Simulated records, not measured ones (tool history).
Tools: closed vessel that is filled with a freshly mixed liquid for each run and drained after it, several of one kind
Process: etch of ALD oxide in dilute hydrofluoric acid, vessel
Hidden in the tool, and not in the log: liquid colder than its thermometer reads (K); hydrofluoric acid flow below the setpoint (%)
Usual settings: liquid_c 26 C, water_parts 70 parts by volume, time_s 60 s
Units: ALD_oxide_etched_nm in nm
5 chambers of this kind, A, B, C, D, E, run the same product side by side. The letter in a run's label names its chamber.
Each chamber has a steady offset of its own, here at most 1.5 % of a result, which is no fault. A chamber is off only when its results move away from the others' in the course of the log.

run	hour	liquid_c	water_parts	time_s	hours since the thermometer was replaced	hours since the hydrofluoric acid flow meter was replaced	read-back film thickness of the ALD oxide reference wafer, read on the same gauge (nm)	ALD_oxide_etched_nm
1E	12.5	26	70	60	337.7	1208.7	89.99	17.51
2A	19.9	26	70	60	1652.9	983.1	89.993	17.542
3C	25.8	26	70	60	486.6	1601.1	89.992	17.694
4B	37.3	26	70	60	1668.9	1469.7	89.985	17.703
5D	46.1	26	70	60	1191.1	99.7	90.012	17.54
6A	52.3	26	70	60	1685.3	1015.5	89.996	17.548
# hour 54: chamber C: hydrofluoric acid flow meter replaced
7E	63.8	28.5	70	30	389	1260	90	9.6183
8C	71.4	28.5	70	30	532.2	17.5	90.001	9.7535
# hour 75.1: chamber A: thermometer replaced
9B	79.1	28.5	70	30	1710.7	1511.5	90.009	9.775
10D	89.3	28.5	70	30	1234.3	142.9	89.991	9.778
11B	95.1	28.5	70	30	1726.7	1527.5	90.004	9.7824
12E	104.2	26	70	60	429.4	1300.4	89.991	17.448
13C	116.6	26	70	60	577.4	62.7	89.991	17.573
14D	125.1	26	70	60	1270.1	178.7	89.984	17.531
15A	134.2	26	70	60	59.2	1097.4	90.006	17.524
16C	144	26	70	60	604.8	90.1	90.013	17.75
17A	153	26	70	60	78	1116.2	90.006	17.568
18B	161.4	26	70	60	1793	1593.8	90.017	17.887
19E	173.7	29	70	80	498.9	1369.9	89.978	26.011
20D	184.6	29	70	80	1329.6	238.2	89.99	26.403
# hour 185.7: chamber A: hydrofluoric acid flow meter replaced
21D	194.2	29	70	80	1339.2	247.8	90.01	26.238
# hour 194.5: chamber B: thermometer replaced
22E	201.9	29	70	80	527.1	1398.1	90.024	25.393
23C	212.5	29	70	80	673.3	158.6	89.994	26.357
24B	221.3	26	70	60	26.8	1653.7	90.011	17.824
25A	231.3	26	70	60	156.3	45.6	90.006	17.483
26A	238.2	26	70	60	163.2	52.5	90.001	17.571
27E	247.5	26	70	35	572.7	1443.7	90.009	9.8026
28D	253.7	26	70	35	1398.7	307.3	90.016	10.306
29C	262.3	26	70	35	723.1	208.4	90.003	10.279
30B	272.5	26	70	35	78	1704.9	90.004	10.436

All 5 chambers run these settings next. Forecast each chamber's results:
31A	282.1	26	70	60				?
31B	282.1	26	70	60				?
31C	282.1	26	70	60				?
31D	282.1	26	70	60				?
31E	282.1	26	70	60				?

run	ALD_oxide_etched_nm
31A	17.703
31B	17.815
31C	17.699
31D	17.5
31E	16.661

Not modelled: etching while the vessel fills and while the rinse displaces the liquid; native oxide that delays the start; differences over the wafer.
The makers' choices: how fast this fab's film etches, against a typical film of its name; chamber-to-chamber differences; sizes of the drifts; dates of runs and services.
